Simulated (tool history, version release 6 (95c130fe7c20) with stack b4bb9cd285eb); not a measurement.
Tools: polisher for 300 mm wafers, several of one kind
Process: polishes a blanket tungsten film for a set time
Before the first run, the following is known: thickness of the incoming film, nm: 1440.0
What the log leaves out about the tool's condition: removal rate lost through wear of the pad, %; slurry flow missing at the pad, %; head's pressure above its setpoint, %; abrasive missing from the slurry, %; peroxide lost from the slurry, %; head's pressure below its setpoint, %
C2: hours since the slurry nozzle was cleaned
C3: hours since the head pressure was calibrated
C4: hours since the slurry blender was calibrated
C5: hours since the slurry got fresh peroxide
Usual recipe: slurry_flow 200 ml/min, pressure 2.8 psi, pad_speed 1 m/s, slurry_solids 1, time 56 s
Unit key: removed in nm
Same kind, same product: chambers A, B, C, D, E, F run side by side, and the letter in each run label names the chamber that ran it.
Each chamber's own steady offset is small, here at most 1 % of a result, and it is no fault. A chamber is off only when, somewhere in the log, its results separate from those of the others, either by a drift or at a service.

{"run": "1B", "day": 0.275, "slurry_flow": 200, "pressure": 2.8, "pad_speed": 1, "slurry_solids": 1, "time": 56, "wafers polished on this pad": 669, "C2": 225.2, "C3": 527.1, "C4": 43.6, "C5": 63.6, "removed": 209.49}
{"day": 0.312, "done": "chamber C: worn pad replaced by a new one"}
{"day": 0.5, "done": "chamber A: head pressure recalibrated"}
{"day": 0.596, "done": "chamber C: slurry nozzle cleaned"}
{"day": 0.608, "done": "chamber D: slurry blender recalibrated"}
{"day": 0.75, "done": "chamber F: slurry blender recalibrated"}
{"run": "2A", "day": 0.825, "slurry_flow": 200, "pressure": 2.8, "pad_speed": 1, "slurry_solids": 1, "time": 56, "wafers polished on this pad": 524, "C2": 78.3, "C3": 7.9, "C4": 352.4, "C5": 88.7, "removed": 208.71}
{"day": 1.088, "done": "chamber A: slurry tank refilled with fresh slurry and peroxide"}
{"day": 1.208, "done": "chamber D: slurry tank refilled with fresh slurry and peroxide"}
{"run": "3F", "day": 1.3, "slurry_flow": 200, "pressure": 2.8, "pad_speed": 1, "slurry_solids": 1, "time": 56, "wafers polished on this pad": 1098, "C2": 34.6, "C3": 686.5, "C4": 13.3, "C5": 85.5, "removed": 211.31}
{"day": 1.5, "done": "chamber A: slurry blender recalibrated"}
{"day": 1.688, "done": "chamber B: worn pad replaced by a new one"}
{"day": 1.758, "done": "chamber F: worn pad replaced by a new one"}
{"run": "4D", "day": 1.796, "slurry_flow": 200, "pressure": 2.8, "pad_speed": 1, "slurry_solids": 1, "time": 56, "wafers polished on this pad": 1307, "C2": 753.7, "C3": 237.2, "C4": 28.6, "C5": 14.2, "removed": 208.4}
{"run": "5E", "day": 2.125, "slurry_flow": 200, "pressure": 2.8, "pad_speed": 1, "slurry_solids": 1, "time": 56, "wafers polished on this pad": 829, "C2": 268.2, "C3": 998.2, "C4": 55.1, "C5": 73.9, "removed": 206.16}
{"day": 2.129, "done": "chamber E: slurry tank refilled with fresh slurry and peroxide"}
{"day": 2.133, "done": "chamber D: worn pad replaced by a new one"}
{"run": "6C", "day": 2.408, "slurry_flow": 200, "pressure": 2.8, "pad_speed": 1, "slurry_solids": 1, "time": 56, "wafers polished on this pad": 746, "C2": 43.6, "C3": 957.6, "C4": 91.9, "C5": 102.2, "removed": 207.56}
{"day": 2.5, "done": "chamber D: slurry nozzle cleaned"}
{"day": 2.617, "done": "chamber C: head pressure recalibrated"}
{"run": "7C", "day": 2.838, "slurry_flow": 200, "pressure": 2.8, "pad_speed": 1, "slurry_solids": 1, "time": 56, "wafers polished on this pad": 899, "C2": 53.9, "C3": 5.4, "C4": 102.2, "C5": 112.5, "removed": 208.79}
{"day": 3.0, "done": "chamber A: worn pad replaced by a new one"}
{"day": 3.008, "done": "chamber E: worn pad replaced by a new one"}
{"run": "8A", "day": 3.146, "slurry_flow": 200, "pressure": 2.8, "pad_speed": 1, "slurry_solids": 1, "time": 56, "wafers polished on this pad": 52, "C2": 134, "C3": 63.6, "C4": 39.5, "C5": 49.4, "removed": 209.75}
{"day": 3.238, "done": "chamber B: slurry tank refilled with fresh slurry and peroxide"}
{"run": "9F", "day": 3.521, "slurry_flow": 200, "pressure": 2.8, "pad_speed": 1, "slurry_solids": 1, "time": 56, "wafers polished on this pad": 628, "C2": 87.9, "C3": 739.8, "C4": 66.6, "C5": 138.8, "removed": 210.13}
{"day": 3.804, "done": "chamber C: worn pad replaced by a new one"}
{"run": "10E", "day": 3.829, "slurry_flow": 200, "pressure": 2.8, "pad_speed": 1, "slurry_solids": 1, "time": 56, "wafers polished on this pad": 292, "C2": 309.1, "C3": 1039.1, "C4": 96, "C5": 40.8, "removed": 207.74}
{"run": "11B", "day": 4.092, "slurry_flow": 200, "pressure": 2.8, "pad_speed": 1, "slurry_solids": 1, "time": 56, "wafers polished on this pad": 856, "C2": 316.8, "C3": 618.7, "C4": 135.2, "C5": 20.6, "removed": 209.4}
{"day": 4.2, "done": "chamber C: slurry tank refilled with fresh slurry and peroxide"}
{"day": 4.267, "done": "chamber F: slurry tank refilled with fresh slurry and peroxide"}
{"day": 4.479, "done": "chamber D: slurry tank refilled with fresh slurry and peroxide"}
{"day": 4.542, "done": "chamber F: worn pad replaced by a new one"}
{"day": 4.558, "done": "chamber B: worn pad replaced by a new one"}
{"run": "12D", "day": 4.625, "slurry_flow": 200, "pressure": 2.8, "pad_speed": 1, "slurry_solids": 1, "time": 56, "wafers polished on this pad": 887, "C2": 51.1, "C3": 305.1, "C4": 96.5, "C5": 3.6, "removed": 208.17}
{"day": 4.9, "done": "chamber D: slurry blender recalibrated"}
{"day": 4.954, "done": "chamber A: slurry tank refilled with fresh slurry and peroxide"}
{"run": "13A", "day": 5.175, "slurry_flow": 200, "pressure": 2.8, "pad_speed": 1, "slurry_solids": 1, "time": 56, "wafers polished on this pad": 774, "C2": 182.7, "C3": 112.3, "C4": 88.2, "C5": 5.4, "removed": 209.63}
{"day": 5.408, "done": "chamber D: worn pad replaced by a new one"}
{"run": "14D", "day": 5.692, "slurry_flow": 200, "pressure": 2.8, "pad_speed": 1, "slurry_solids": 1, "time": 56, "wafers polished on this pad": 101, "C2": 76.7, "C3": 330.7, "C4": 19.1, "C5": 29.2, "removed": 207.81}
{"day": 5.704, "done": "chamber E: slurry tank refilled with fresh slurry and peroxide"}
{"run": "15B", "day": 6.058, "slurry_flow": 200, "pressure": 2.8, "pad_speed": 1, "slurry_solids": 1, "time": 56, "wafers polished on this pad": 534, "C2": 364, "C3": 665.9, "C4": 182.4, "C5": 67.8, "removed": 210.27}
{"day": 6.096, "done": "chamber E: worn pad replaced by a new one"}
{"day": 6.433, "done": "chamber A: worn pad replaced by a new one"}
{"run": "16F", "day": 6.554, "slurry_flow": 200, "pressure": 2.8, "pad_speed": 1, "slurry_solids": 1, "time": 56, "wafers polished on this pad": 716, "C2": 160.7, "C3": 812.6, "C4": 139.4, "C5": 54.9, "removed": 209.78}
{"day": 6.817, "done": "chamber C: worn pad replaced by a new one"}
{"run": "17C", "day": 6.838, "slurry_flow": 200, "pressure": 2.8, "pad_speed": 1, "slurry_solids": 1, "time": 56, "wafers polished on this pad": 8, "C2": 149.9, "C3": 101.4, "C4": 198.2, "C5": 63.3, "removed": 209.29}
{"run": "18E", "day": 7.371, "slurry_flow": 200, "pressure": 2.8, "pad_speed": 1, "slurry_solids": 1, "time": 56, "wafers polished on this pad": 454, "C2": 394.1, "C3": 1124.1, "C4": 181, "C5": 40.1, "removed": 209.16}
{"day": 7.479, "done": "chamber D: slurry tank refilled with fresh slurry and peroxide"}
{"run": "19D", "day": 7.692, "slurry_flow": 200, "pressure": 2.8, "pad_speed": 1, "slurry_solids": 0.75, "time": 56, "wafers polished on this pad": 813, "C2": 124.7, "C3": 378.7, "C4": 67.1, "C5": 5.1, "removed": 195.8}
{"day": 7.7, "done": "chamber B: worn pad replaced by a new one"}
{"run": "20B", "day": 7.942, "slurry_flow": 200, "pressure": 2.8, "pad_speed": 1, "slurry_solids": 0.75, "time": 56, "wafers polished on this pad": 86, "C2": 409.2, "C3": 711.1, "C4": 227.6, "C5": 113, "removed": 194.26}
{"day": 8.15, "done": "chamber F: worn pad replaced by a new one"}
{"day": 8.271, "done": "chamber B: slurry blender recalibrated"}
{"run": "21C", "day": 8.3, "slurry_flow": 200, "pressure": 2.8, "pad_speed": 1, "slurry_solids": 0.75, "time": 56, "wafers polished on this pad": 528, "C2": 185, "C3": 136.5, "C4": 233.3, "C5": 98.4, "removed": 195.94}
{"day": 8.821, "done": "chamber B: slurry tank refilled with fresh slurry and peroxide"}
{"run": "22F", "day": 8.862, "slurry_flow": 200, "pressure": 2.8, "pad_speed": 1, "slurry_solids": 0.75, "time": 56, "wafers polished on this pad": 254, "C2": 216.1, "C3": 868, "C4": 194.8, "C5": 110.3, "removed": 192.96}
{"day": 9.108, "done": "chamber E: head pressure recalibrated"}
{"day": 9.133, "done": "chamber A: slurry tank refilled with fresh slurry and peroxide"}
{"day": 9.133, "done": "chamber D: worn pad replaced by a new one"}
{"day": 9.183, "done": "chamber A: worn pad replaced by a new one"}
{"run": "23A", "day": 9.217, "slurry_flow": 200, "pressure": 2.8, "pad_speed": 1, "slurry_solids": 0.75, "time": 56, "wafers polished on this pad": 11, "C2": 279.7, "C3": 209.3, "C4": 185.2, "C5": 2.1, "removed": 195.82}
{"day": 9.233, "done": "chamber E: slurry tank refilled with fresh slurry and peroxide"}
{"run": "24E", "day": 9.475, "slurry_flow": 200, "pressure": 2.8, "pad_speed": 1, "slurry_solids": 0.75, "time": 56, "wafers polished on this pad": 1202, "C2": 444.6, "C3": 8.8, "C4": 231.5, "C5": 5.8, "removed": 193.36}
{"day": 9.512, "done": "chamber F: slurry blender recalibrated"}
{"day": 9.608, "done": "chamber E: worn pad replaced by a new one"}
{"day": 9.696, "done": "chamber F: slurry nozzle cleaned"}
{"run": "25C", "day": 9.75, "slurry_flow": 200, "pressure": 2.8, "pad_speed": 0.74, "slurry_solids": 1, "time": 56, "wafers polished on this pad": 1044, "C2": 219.8, "C3": 171.3, "C4": 268.1, "C5": 133.2, "removed": 153.24}
{"day": 10.071, "done": "chamber C: worn pad replaced by a new one"}
{"day": 10.221, "done": "chamber D: slurry blender recalibrated"}
{"day": 10.242, "done": "chamber C: slurry tank refilled with fresh slurry and peroxide"}
{"run": "26A", "day": 10.275, "slurry_flow": 200, "pressure": 2.8, "pad_speed": 0.74, "slurry_solids": 1, "time": 56, "wafers polished on this pad": 388, "C2": 305.1, "C3": 234.7, "C4": 210.6, "C5": 27.5, "removed": 154.67}
{"run": "27E", "day": 10.525, "slurry_flow": 200, "pressure": 2.8, "pad_speed": 0.74, "slurry_solids": 1, "time": 56, "wafers polished on this pad": 327, "C2": 469.8, "C3": 34, "C4": 256.7, "C5": 31, "removed": 153.09}
{"run": "28D", "day": 11.062, "slurry_flow": 200, "pressure": 2.8, "pad_speed": 0.74, "slurry_solids": 1, "time": 56, "wafers polished on this pad": 686, "C2": 205.6, "C3": 459.6, "C4": 20.2, "C5": 86, "removed": 151.56}
{"day": 11.088, "done": "chamber D: slurry tank refilled with fresh slurry and peroxide"}
{"day": 11.158, "done": "chamber F: worn pad replaced by a new one"}
{"day": 11.338, "done": "chamber B: worn pad replaced by a new one"}
{"run": "29F", "day": 11.625, "slurry_flow": 200, "pressure": 2.8, "pad_speed": 0.74, "slurry_solids": 1, "time": 56, "wafers polished on this pad": 167, "C2": 46.3, "C3": 934.3, "C4": 50.7, "C5": 176.6, "removed": 157.03}
{"day": 11.712, "done": "chamber C: slurry blender recalibrated"}
{"day": 11.883, "done": "chamber A: worn pad replaced by a new one"}
{"run": "30B", "day": 12.171, "slurry_flow": 200, "pressure": 2.8, "pad_speed": 0.74, "slurry_solids": 1, "time": 56, "wafers polished on this pad": 296, "C2": 510.7, "C3": 812.6, "C4": 93.7, "C5": 80.5, "removed": 149.05}
{"day": 12.367, "done": "chamber F: slurry tank refilled with fresh slurry and peroxide"}
{"run": "31D", "day": 12.442, "slurry_flow": 200, "pressure": 2.8, "pad_speed": 1, "slurry_solids": 1, "time": 56, "wafers polished on this pad": 1177, "C2": 238.7, "C3": 492.7, "C4": 53.3, "C5": 32.5, "removed": 208.95}
{"day": 12.575, "done": "chamber D: worn pad replaced by a new one"}
{"day": 12.617, "done": "chamber E: slurry tank refilled with fresh slurry and peroxide"}
{"run": "32A", "day": 12.871, "slurry_flow": 200, "pressure": 2.8, "pad_speed": 1, "slurry_solids": 1, "time": 56, "wafers polished on this pad": 351, "C2": 367.4, "C3": 297, "C4": 272.9, "C5": 89.8, "removed": 207.39}
{"day": 12.929, "done": "chamber E: worn pad replaced by a new one"}
{"day": 13.225, "done": "chamber C: worn pad replaced by a new one"}
{"run": "33C", "day": 13.383, "slurry_flow": 200, "pressure": 2.8, "pad_speed": 1, "slurry_solids": 1, "time": 56, "wafers polished on this pad": 56, "C2": 307, "C3": 258.5, "C4": 40.1, "C5": 75.5, "removed": 208.16}
{"run": "34F", "day": 13.833, "slurry_flow": 200, "pressure": 2.8, "pad_speed": 1, "slurry_solids": 1, "time": 56, "wafers polished on this pad": 952, "C2": 99.3, "C3": 987.3, "C4": 103.7, "C5": 35.2, "removed": 207.94}
{"day": 13.85, "done": "chamber B: slurry tank refilled with fresh slurry and peroxide"}
{"run": "35E", "day": 14.225, "slurry_flow": 200, "pressure": 2.8, "pad_speed": 1, "slurry_solids": 1, "time": 56, "wafers polished on this pad": 461, "C2": 558.6, "C3": 122.8, "C4": 345.5, "C5": 38.6, "removed": 208.24}
{"day": 14.325, "done": "chamber D: slurry blender recalibrated"}
{"day": 14.517, "done": "chamber D: slurry tank refilled with fresh slurry and peroxide"}
{"day": 14.583, "done": "chamber B: worn pad replaced by a new one"}
{"run": "36B", "day": 14.608, "slurry_flow": 250, "pressure": 2.8, "pad_speed": 0.72, "slurry_solids": 1, "time": 56, "wafers polished on this pad": 9, "C2": 569.2, "C3": 871.1, "C4": 152.2, "C5": 18.3, "removed": 144.82}
{"day": 14.888, "done": "chamber E: slurry blender recalibrated"}
{"run": "37C", "day": 15.075, "slurry_flow": 250, "pressure": 2.8, "pad_speed": 0.72, "slurry_solids": 1, "time": 56, "wafers polished on this pad": 658, "C2": 347.6, "C3": 299.1, "C4": 80.7, "C5": 116.1, "removed": 154.14}
{"run": "38E", "day": 15.483, "slurry_flow": 250, "pressure": 2.8, "pad_speed": 0.72, "slurry_solids": 1, "time": 56, "wafers polished on this pad": 909, "C2": 588.8, "C3": 153, "C4": 14.4, "C5": 68.8, "removed": 155.54}
{"run": "39D", "day": 15.875, "slurry_flow": 250, "pressure": 2.8, "pad_speed": 0.72, "slurry_solids": 1, "time": 56, "wafers polished on this pad": 1174, "C2": 321.1, "C3": 575.1, "C4": 37.2, "C5": 32.7, "removed": 153.66}

Is one chamber off against the others, does the gauge drift, or is nothing wrong? If a chamber is off, say which, and what the likeliest cause is.

Little by little, chamber B moves away from the other chambers.
Most likely cause: head's pressure below its setpoint, % = 7.62.
Not necessarily distinguishable in this log from: slurry flow missing at the pad, %.

Which of the 4 candidates below, each the usual settings with something changed and its results left as question marks, puts chamber B back in line with what the other chambers give on the usual settings?
In line here means within this much of the mean the other chambers give on the usual settings: removed 5.9 nm
{"run": "40B-1", "day": 16.283, "slurry_flow": 200, "pressure": 2.8, "pad_speed": 1, "slurry_solids": 1, "time": 57, "removed": "?"}
{"run": "40B-2", "day": 16.283, "slurry_flow": 200, "pressure": 2.8, "pad_speed": 1.08, "slurry_solids": 1, "time": 56, "removed": "?"}
{"run": "40B-3", "day": 16.283, "slurry_flow": 200, "pressure": 2.8, "pad_speed": 1, "slurry_solids": 1, "time": 55, "removed": "?"}
{"run": "40B-4", "day": 16.283, "slurry_flow": 200, "pressure": 2.8, "pad_speed": 0.92, "slurry_solids": 1, "time": 56, "removed": "?"}

The mean the other chambers reach with the usual settings: removed 208.53 nm
run=40B-1 removed=197.77
run=40B-2 removed=209.78
run=40B-3 removed=190.83
run=40B-4 removed=178.82
With 40B-2, the chamber falls back in line with the rest.

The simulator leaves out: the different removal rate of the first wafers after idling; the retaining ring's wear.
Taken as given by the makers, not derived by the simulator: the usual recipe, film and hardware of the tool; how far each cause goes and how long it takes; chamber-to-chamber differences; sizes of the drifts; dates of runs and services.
